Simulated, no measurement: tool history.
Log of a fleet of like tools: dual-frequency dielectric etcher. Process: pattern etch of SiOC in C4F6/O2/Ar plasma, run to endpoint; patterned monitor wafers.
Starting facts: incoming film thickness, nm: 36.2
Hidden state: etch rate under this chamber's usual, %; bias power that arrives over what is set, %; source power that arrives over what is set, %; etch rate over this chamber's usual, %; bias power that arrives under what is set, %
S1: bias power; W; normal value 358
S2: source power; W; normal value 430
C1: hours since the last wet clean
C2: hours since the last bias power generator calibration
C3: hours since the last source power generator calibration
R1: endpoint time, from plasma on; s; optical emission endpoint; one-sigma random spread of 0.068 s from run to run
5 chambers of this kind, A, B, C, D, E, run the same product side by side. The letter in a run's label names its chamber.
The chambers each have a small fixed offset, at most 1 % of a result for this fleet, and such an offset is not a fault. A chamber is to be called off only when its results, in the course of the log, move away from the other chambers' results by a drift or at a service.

Run 1C, hour 5.1: usual settings; C1 310.9; C2 1177; C3 210.3. Result: R1 13.344 s.
Run 2B, hour 10.4: usual settings; C1 110; C2 743.5; C3 200.2. Result: R1 13.242 s.
Run 3E, hour 16.3: usual settings; C1 373.2; C2 2018; C3 2863.9. Result: R1 13.335 s.
Run 4A, hour 21.7: usual settings; C1 304.8; C2 2173.4; C3 1157.3. Result: R1 13.453 s.
Run 5D, hour 30.6: usual settings; C1 290.5; C2 1455.2; C3 2142.7. Result: R1 13.471 s.
Run 6B, hour 41.7: usual settings; C1 141.3; C2 774.8; C3 231.5. Result: R1 13.258 s.
Run 7D, hour 48.2: usual settings; C1 308.1; C2 1472.8; C3 2160.3. Result: R1 13.551 s.
Run 8A, hour 58: usual settings; C1 341.1; C2 2209.7; C3 1193.6. Result: R1 13.286 s.
Run 9C, hour 69.5: usual settings; C1 375.3; C2 1241.4; C3 274.7. Result: R1 13.358 s.
Run 10E, hour 77.1: usual settings; C1 434; C2 2078.8; C3 2924.7. Result: R1 13.375 s.
Run 11B, hour 87.3: usual settings but S2 460 W; C1 186.9; C2 820.4; C3 277.1. Result: R1 12.989 s.
Run 12A, hour 98.7: usual settings but S2 460 W; C1 381.8; C2 2250.4; C3 1234.3. Result: R1 13.106 s.
Run 13C, hour 107.9: usual settings but S2 460 W; C1 413.7; C2 1279.8; C3 313.1. Result: R1 13.08 s.
Run 14D, hour 118: usual settings but S2 460 W; C1 377.9; C2 1542.6; C3 2230.1. Result: R1 13.127 s.
Run 15E, hour 126: usual settings but S2 460 W; C1 482.9; C2 2127.7; C3 2973.6. Result: R1 13.034 s.
Run 16E, hour 132.1: usual settings; C1 489; C2 2133.8; C3 2979.7. Result: R1 13.502 s.
Run 17C, hour 137.8: usual settings but S1 276 W, S2 530 W; C1 443.6; C2 1309.7; C3 343. Result: R1 13.491 s.
Run 18B, hour 147.8: usual settings but S1 276 W, S2 530 W; C1 247.4; C2 880.9; C3 337.6. Result: R1 13.401 s.
At hour 148.1: chamber C: wet clean of the chamber.
Run 19A, hour 154.8: usual settings but S1 276 W, S2 530 W; C1 437.9; C2 2306.5; C3 1290.4. Result: R1 13.601 s.
Run 20D, hour 163: usual settings but S1 276 W, S2 530 W; C1 422.9; C2 1587.6; C3 2275.1. Result: R1 13.579 s.
Run 21B, hour 170.2: usual settings but S1 276 W, S2 530 W; C1 269.8; C2 903.3; C3 360. Result: R1 13.407 s.
Run 22A, hour 175.7: usual settings; C1 458.8; C2 2327.4; C3 1311.3. Result: R1 13.532 s.
Run 23C, hour 186.7: usual settings; C1 38.6; C2 1358.6; C3 391.9. Result: R1 13.295 s.
Run 24D, hour 194.7: usual settings; C1 454.6; C2 1619.3; C3 2306.8. Result: R1 13.488 s.
Run 25E, hour 203.6: usual settings; C1 560.5; C2 2205.3; C3 3051.2. Result: R1 13.341 s.
At hour 209.7: chamber E: wet clean of the chamber.
Run 26C, hour 212.4: usual settings; C1 64.3; C2 1384.3; C3 417.6. Result: R1 13.298 s.
Run 27E, hour 222.5: usual settings but S1 326 W, S2 500 W; C1 12.9; C2 2224.2; C3 3070.1. Result: R1 13.001 s.
Run 28D, hour 229.9: usual settings but S1 326 W, S2 500 W; C1 489.8; C2 1654.5; C3 2342. Result: R1 13.151 s.
Run 29B, hour 238.8: usual settings but S1 326 W, S2 500 W; C1 338.4; C2 971.9; C3 428.6. Result: R1 12.836 s.
At hour 245.3: chamber D: wet clean of the chamber.
Run 30A, hour 245.3: usual settings but S1 326 W, S2 500 W; C1 528.4; C2 2397; C3 1380.9. Result: R1 13.277 s.
Run 31C, hour 255.8: usual settings but S1 326 W, S2 500 W; C1 107.7; C2 1427.7; C3 461. Result: R1 12.976 s.
Run 32B, hour 266.8: usual settings; C1 366.4; C2 999.9; C3 456.6. Result: R1 13.293 s.
Run 33E, hour 277: usual settings but S1 442 W; C1 67.4; C2 2278.7; C3 3124.6. Result: R1 12.243 s.
Run 34A, hour 282.1: usual settings but S1 442 W; C1 565.2; C2 2433.8; C3 1417.7. Result: R1 12.815 s.
Run 35D, hour 291.8: usual settings but S1 442 W; C1 46.5; C2 1716.4; C3 2403.9. Result: R1 12.58 s.
Run 36D, hour 297: usual settings but S1 442 W; C1 51.7; C2 1721.6; C3 2409.1. Result: R1 12.538 s.

Next, every chamber runs the same settings. What will each give?
Run 37A, hour 305.3: usual settings. Result: R1 ?.
Run 37B, hour 305.3: usual settings. Result: R1 ?.
Run 37C, hour 305.3: usual settings. Result: R1 ?.
Run 37D, hour 305.3: usual settings. Result: R1 ?.
Run 37E, hour 305.3: usual settings. Result: R1 ?.

run      R1
37A  13.905
37B  13.243
37C  13.399
37D  13.478
37E  13.378
